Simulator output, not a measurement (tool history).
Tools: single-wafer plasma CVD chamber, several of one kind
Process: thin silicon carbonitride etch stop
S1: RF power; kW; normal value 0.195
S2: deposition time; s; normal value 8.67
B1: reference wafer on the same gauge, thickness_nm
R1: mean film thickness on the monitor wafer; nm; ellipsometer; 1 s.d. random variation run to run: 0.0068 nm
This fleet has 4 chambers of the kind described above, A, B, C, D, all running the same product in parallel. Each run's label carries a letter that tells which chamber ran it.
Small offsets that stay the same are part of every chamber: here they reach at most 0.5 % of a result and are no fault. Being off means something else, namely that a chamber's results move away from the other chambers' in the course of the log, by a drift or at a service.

run,hour,S1,S2,B1,R1
1C,13.1,0.195,8.67,5.2195,4.8923
2A,20.2,0.195,8.67,5.2184,4.9062
3D,30.5,0.195,8.67,5.2179,4.8812
4B,44.6,0.195,8.67,5.2156,4.9252
5B,54.8,0.195,8.67,5.2165,4.9201
6C,66.5,0.195,8.67,5.2152,4.8943
7D,77.9,0.195,8.67,5.2153,4.8820
8A,90.9,0.210,8.67,5.2144,5.0054
9D,102.1,0.210,8.67,5.2142,4.9879
10A,117.8,0.210,8.67,5.2120,5.0244
11C,130.5,0.210,8.67,5.2129,4.9909
12B,142.5,0.195,8.67,5.2096,4.9126
13A,152.4,0.195,8.67,5.2093,4.9018
14B,164.6,0.195,8.67,5.2083,4.9262
15D,178.6,0.195,8.67,5.2094,4.8793
16C,190.3,0.210,10.23,5.2063,5.8693
17D,201.1,0.210,10.23,5.2063,5.8776
18C,208.6,0.210,10.23,5.2080,5.8651
19A,217.4,0.210,10.23,5.2067,5.9189
# hour 221.2: chamber B: RF generator calibrated
20B,227.6,0.195,8.67,5.2061,4.9095
21C,236.9,0.195,8.67,5.2040,4.8757
22D,244.7,0.170,9.38,5.2044,5.0526
23A,255.1,0.170,9.38,5.2023,5.0818
24B,267.8,0.170,9.38,5.2000,5.0950
25B,283.9,0.170,9.38,5.1996,5.0985
26C,298.5,0.175,9.40,5.2010,5.1104
27A,309.8,0.175,9.40,5.1997,5.1392
28D,321.0,0.175,9.40,5.2004,5.1163
29D,334.1,0.175,9.40,5.1983,5.1038
# hour 340.0: chamber A: RF generator calibrated
30A,344.2,0.195,8.67,5.1968,4.8915
31B,359.3,0.195,8.67,5.1952,4.9018
32C,372.6,0.195,8.67,5.1949,4.8646
# hour 377.6: chamber A: thermocouple changed; heater temperature recalibrated
33C,381.0,0.195,8.67,5.1955,4.8611
34D,392.7,0.195,8.67,5.1948,4.8636
35B,401.6,0.215,8.67,5.1934,5.0388
# hour 405.2: chamber D: RF generator calibrated
36A,417.0,0.215,8.67,5.1919,5.0295
37D,432.2,0.215,8.67,5.1908,5.0126

Does one chamber stand apart from the rest, does the shared gauge drift, or is all well apart from small per-chamber offsets? Give the chamber and the most likely cause, where there is one.

Every chamber seems to shift together because the gauge that measures them all drifts; the chambers themselves are fine.
Likeliest cause: gauge reads low (%) = 0.566.
